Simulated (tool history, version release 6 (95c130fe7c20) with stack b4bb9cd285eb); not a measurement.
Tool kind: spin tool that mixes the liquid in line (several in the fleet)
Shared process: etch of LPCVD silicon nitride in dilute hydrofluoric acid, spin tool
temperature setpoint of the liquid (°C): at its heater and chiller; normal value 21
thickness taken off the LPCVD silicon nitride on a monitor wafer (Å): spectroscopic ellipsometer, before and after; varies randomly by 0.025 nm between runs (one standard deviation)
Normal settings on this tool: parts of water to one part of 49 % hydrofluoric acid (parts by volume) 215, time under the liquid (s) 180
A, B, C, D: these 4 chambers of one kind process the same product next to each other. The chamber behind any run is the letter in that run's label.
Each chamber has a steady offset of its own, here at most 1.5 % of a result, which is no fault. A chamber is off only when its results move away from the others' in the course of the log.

run	hour	temperature setpoint of the liquid (°C)	parts of water to one part of 49 % hydrofluoric acid (parts by volume)	time under the liquid (s)	hours since the thermometer was replaced	hours since the hydrofluoric acid flow meter was replaced	read-back film thickness of the LPCVD silicon nitride reference wafer, read on the same gauge (nm)	thickness taken off the LPCVD silicon nitride on a monitor wafer (Å)
1D	4	21	215	180	206.5	741.7	40.014	3.2863
2A	7.9	21	215	180	540.6	222.3	39.998	2.7894
3B	12.1	21	215	180	1227.3	1700.2	39.991	2.8695
4C	17.6	21	215	180	1481.7	158.2	40.004	3.6115
5D	21.3	21	215	180	223.8	759	40.002	3.0744
6B	24.6	17	215	180	1239.8	1712.7	39.994	2.378
7A	27.6	17	215	180	560.3	242	39.982	2.2864
8C	33.4	17	215	180	1497.5	174	39.992	2.5717
9D	37.4	17	215	180	239.9	775.1	40.004	2.4588
10B	41.6	21	215	180	1256.8	1729.7	40.022	2.7838
11A	45.3	21	310	180	578	259.7	40.009	2.1014
12C	51.5	21	310	180	1515.6	192.1	39.996	2.3103
13D	57.5	21	310	180	260	795.2	39.994	2.3312
14A	63.7	21	310	180	596.4	278.1	39.993	2.0242
15B	69.2	21	215	180	1284.4	1757.3	39.987	2.7739
16C	72.4	21	215	180	1536.5	213	39.992	2.7413
# hour 72.5: chamber B: hydrofluoric acid flow meter replaced
17C	78.2	21	215	180	1542.3	218.8	39.981	3.3708
18D	82.9	21	260	180	285.4	820.6	39.976	2.6627
19B	88.1	21	260	180	1303.3	15.7	40.016	2.5849
20A	92.4	21	260	180	625.1	306.8	40.013	2.1147
21B	96.6	21	260	180	1311.8	24.2	40.005	2.4301
22D	102.7	21	215	180	305.2	840.4	40.007	2.9367
23A	109	21	215	180	641.7	323.4	40.004	2.9561
24C	114.9	21	215	180	1579	255.5	39.993	3.1227

All chambers now run identical settings, listed one chamber a line with results as question marks. What results will each chamber show?
25A	119.6	17.5	215	180				?
25B	119.6	17.5	215	180				?
25C	119.6	17.5	215	180				?
25D	119.6	17.5	215	180				?

run	thickness taken off the LPCVD silicon nitride on a monitor wafer (Å)
25A	2.2716
25B	2.504
25C	2.2387
25D	2.3151
